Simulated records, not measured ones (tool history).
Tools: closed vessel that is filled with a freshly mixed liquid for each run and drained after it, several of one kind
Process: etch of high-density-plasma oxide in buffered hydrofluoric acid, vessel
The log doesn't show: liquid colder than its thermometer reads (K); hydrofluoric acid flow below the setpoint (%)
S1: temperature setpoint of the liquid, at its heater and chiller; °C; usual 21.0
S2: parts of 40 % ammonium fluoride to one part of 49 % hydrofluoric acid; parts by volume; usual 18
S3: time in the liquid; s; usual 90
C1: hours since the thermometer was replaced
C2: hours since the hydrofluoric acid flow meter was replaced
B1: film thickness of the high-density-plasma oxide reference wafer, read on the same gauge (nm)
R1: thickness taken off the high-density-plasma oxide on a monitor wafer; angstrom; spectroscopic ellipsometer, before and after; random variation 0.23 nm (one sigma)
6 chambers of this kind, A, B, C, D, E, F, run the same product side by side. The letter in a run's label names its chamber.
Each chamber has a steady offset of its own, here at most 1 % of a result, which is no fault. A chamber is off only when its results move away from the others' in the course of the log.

{"run": "1F", "hour": 7.2, "S1": 21.0, "S2": 18, "S3": 90, "C1": 686.7, "C2": 180.3, "B1": 70.003, "R1": 534.35}
{"run": "2A", "hour": 15.4, "S1": 21.0, "S2": 18, "S3": 90, "C1": 836.9, "C2": 488.8, "B1": 69.986, "R1": 528.1}
{"run": "3D", "hour": 21.9, "S1": 21.0, "S2": 18, "S3": 90, "C1": 1237.4, "C2": 126.4, "B1": 69.976, "R1": 533.21}
{"run": "4E", "hour": 27.3, "S1": 21.0, "S2": 18, "S3": 90, "C1": 465.6, "C2": 254.7, "B1": 69.993, "R1": 532.96}
{"run": "5C", "hour": 31.8, "S1": 21.0, "S2": 18, "S3": 90, "C1": 1174.7, "C2": 533.7, "B1": 69.964, "R1": 537.19}
{"run": "6B", "hour": 40.1, "S1": 25.0, "S2": 18, "S3": 105, "C1": 821.0, "C2": 810.8, "B1": 70.015, "R1": 780.43}
{"run": "7B", "hour": 48.7, "S1": 25.0, "S2": 18, "S3": 105, "C1": 829.6, "C2": 819.4, "B1": 69.974, "R1": 772.6}
{"run": "8A", "hour": 52.5, "S1": 25.0, "S2": 18, "S3": 105, "C1": 874.0, "C2": 525.9, "B1": 70.0, "R1": 768.7}
{"run": "9F", "hour": 60.2, "S1": 25.0, "S2": 18, "S3": 105, "C1": 739.7, "C2": 233.3, "B1": 69.993, "R1": 775.33}
{"run": "10D", "hour": 64.4, "S1": 25.0, "S2": 18, "S3": 105, "C1": 1279.9, "C2": 168.9, "B1": 70.014, "R1": 779.62}
{"run": "11E", "hour": 68.7, "S1": 25.0, "S2": 18, "S3": 105, "C1": 507.0, "C2": 296.1, "B1": 70.012, "R1": 779.04}
{"run": "12C", "hour": 75.0, "S1": 24.5, "S2": 18, "S3": 90, "C1": 1217.9, "C2": 576.9, "B1": 70.025, "R1": 651.94}
{"run": "13F", "hour": 83.7, "S1": 24.5, "S2": 18, "S3": 90, "C1": 763.2, "C2": 256.8, "B1": 69.987, "R1": 643.91}
{"run": "14D", "hour": 92.3, "S1": 24.5, "S2": 18, "S3": 90, "C1": 1307.8, "C2": 196.8, "B1": 69.975, "R1": 651.47}
{"run": "15E", "hour": 99.9, "S1": 24.5, "S2": 18, "S3": 90, "C1": 538.2, "C2": 327.3, "B1": 69.972, "R1": 651.96}
{"run": "16C", "hour": 104.6, "S1": 24.5, "S2": 18, "S3": 90, "C1": 1247.5, "C2": 606.5, "B1": 69.92, "R1": 645.54}
{"run": "17B", "hour": 108.9, "S1": 24.5, "S2": 18, "S3": 90, "C1": 889.8, "C2": 879.6, "B1": 70.02, "R1": 638.89}
{"run": "18A", "hour": 115.3, "S1": 21.0, "S2": 18, "S3": 90, "C1": 936.8, "C2": 588.7, "B1": 70.048, "R1": 525.27}
{"run": "19E", "hour": 120.7, "S1": 21.0, "S2": 18, "S3": 90, "C1": 559.0, "C2": 348.1, "B1": 70.023, "R1": 535.94}
{"run": "20B", "hour": 128.8, "S1": 21.0, "S2": 18, "S3": 90, "C1": 909.7, "C2": 899.5, "B1": 70.028, "R1": 524.5}
{"run": "21C", "hour": 136.9, "S1": 21.0, "S2": 18, "S3": 90, "C1": 1279.8, "C2": 638.8, "B1": 70.051, "R1": 534.35}
{"hour": 142.9, "done": "chamber C: hydrofluoric acid flow meter replaced"}
{"run": "22F", "hour": 145.2, "S1": 21.0, "S2": 18, "S3": 90, "C1": 824.7, "C2": 318.3, "B1": 70.057, "R1": 535.39}
{"run": "23A", "hour": 150.5, "S1": 21.0, "S2": 18, "S3": 90, "C1": 972.0, "C2": 623.9, "B1": 70.01, "R1": 531.27}
{"run": "24D", "hour": 158.3, "S1": 21.0, "S2": 18, "S3": 90, "C1": 1373.8, "C2": 262.8, "B1": 70.009, "R1": 534.87}
{"run": "25B", "hour": 166.9, "S1": 21.0, "S2": 18, "S3": 90, "C1": 947.8, "C2": 937.6, "B1": 70.033, "R1": 516.24}
{"run": "26A", "hour": 171.8, "S1": 25.5, "S2": 18, "S3": 90, "C1": 993.3, "C2": 645.2, "B1": 69.992, "R1": 677.88}
{"run": "27F", "hour": 179.4, "S1": 25.5, "S2": 18, "S3": 90, "C1": 858.9, "C2": 352.5, "B1": 69.952, "R1": 680.68}
{"run": "28D", "hour": 185.8, "S1": 25.5, "S2": 18, "S3": 90, "C1": 1401.3, "C2": 290.3, "B1": 70.012, "R1": 684.64}
{"run": "29C", "hour": 192.4, "S1": 25.5, "S2": 18, "S3": 90, "C1": 1335.3, "C2": 49.6, "B1": 69.984, "R1": 679.93}
{"run": "30E", "hour": 200.8, "S1": 25.5, "S2": 18, "S3": 90, "C1": 639.1, "C2": 428.2, "B1": 69.968, "R1": 683.15}
{"run": "31B", "hour": 205.5, "S1": 25.5, "S2": 18, "S3": 90, "C1": 986.4, "C2": 976.2, "B1": 69.999, "R1": 665.56}
{"run": "32C", "hour": 212.6, "S1": 21.0, "S2": 18, "S3": 90, "C1": 1355.5, "C2": 69.8, "B1": 69.956, "R1": 533.34}
{"run": "33F", "hour": 219.5, "S1": 21.0, "S2": 18, "S3": 90, "C1": 899.0, "C2": 392.6, "B1": 70.03, "R1": 532.62}
{"run": "34D", "hour": 224.1, "S1": 21.0, "S2": 18, "S3": 90, "C1": 1439.6, "C2": 328.6, "B1": 70.017, "R1": 535.76}
{"run": "35E", "hour": 232.0, "S1": 21.0, "S2": 18, "S3": 90, "C1": 670.3, "C2": 459.4, "B1": 70.028, "R1": 534.16}
{"run": "36A", "hour": 238.0, "S1": 21.0, "S2": 18, "S3": 90, "C1": 1059.5, "C2": 711.4, "B1": 69.924, "R1": 530.19}
{"run": "37F", "hour": 242.0, "S1": 17.0, "S2": 18, "S3": 40, "C1": 921.5, "C2": 415.1, "B1": 69.978, "R1": 190.24}
{"run": "38C", "hour": 247.4, "S1": 17.0, "S2": 18, "S3": 40, "C1": 1390.3, "C2": 104.6, "B1": 70.023, "R1": 191.04}
{"run": "39D", "hour": 256.1, "S1": 17.0, "S2": 18, "S3": 40, "C1": 1471.6, "C2": 360.6, "B1": 69.972, "R1": 189.42}
{"run": "40E", "hour": 263.9, "S1": 17.0, "S2": 18, "S3": 40, "C1": 702.2, "C2": 491.3, "B1": 70.026, "R1": 189.16}

All 6 chambers run these settings next. Forecast each chamber's results:
{"run": "41A", "hour": 270.3, "S1": 25.0, "S2": 18, "S3": 90, "R1": "?"}
{"run": "41B", "hour": 270.3, "S1": 25.0, "S2": 18, "S3": 90, "R1": "?"}
{"run": "41C", "hour": 270.3, "S1": 25.0, "S2": 18, "S3": 90, "R1": "?"}
{"run": "41D", "hour": 270.3, "S1": 25.0, "S2": 18, "S3": 90, "R1": "?"}
{"run": "41E", "hour": 270.3, "S1": 25.0, "S2": 18, "S3": 90, "R1": "?"}
{"run": "41F", "hour": 270.3, "S1": 25.0, "S2": 18, "S3": 90, "R1": "?"}

run=41A R1=662.65
run=41B R1=631.54
run=41C R1=663.80
run=41D R1=667.21
run=41E R1=663.69
run=41F R1=662.75

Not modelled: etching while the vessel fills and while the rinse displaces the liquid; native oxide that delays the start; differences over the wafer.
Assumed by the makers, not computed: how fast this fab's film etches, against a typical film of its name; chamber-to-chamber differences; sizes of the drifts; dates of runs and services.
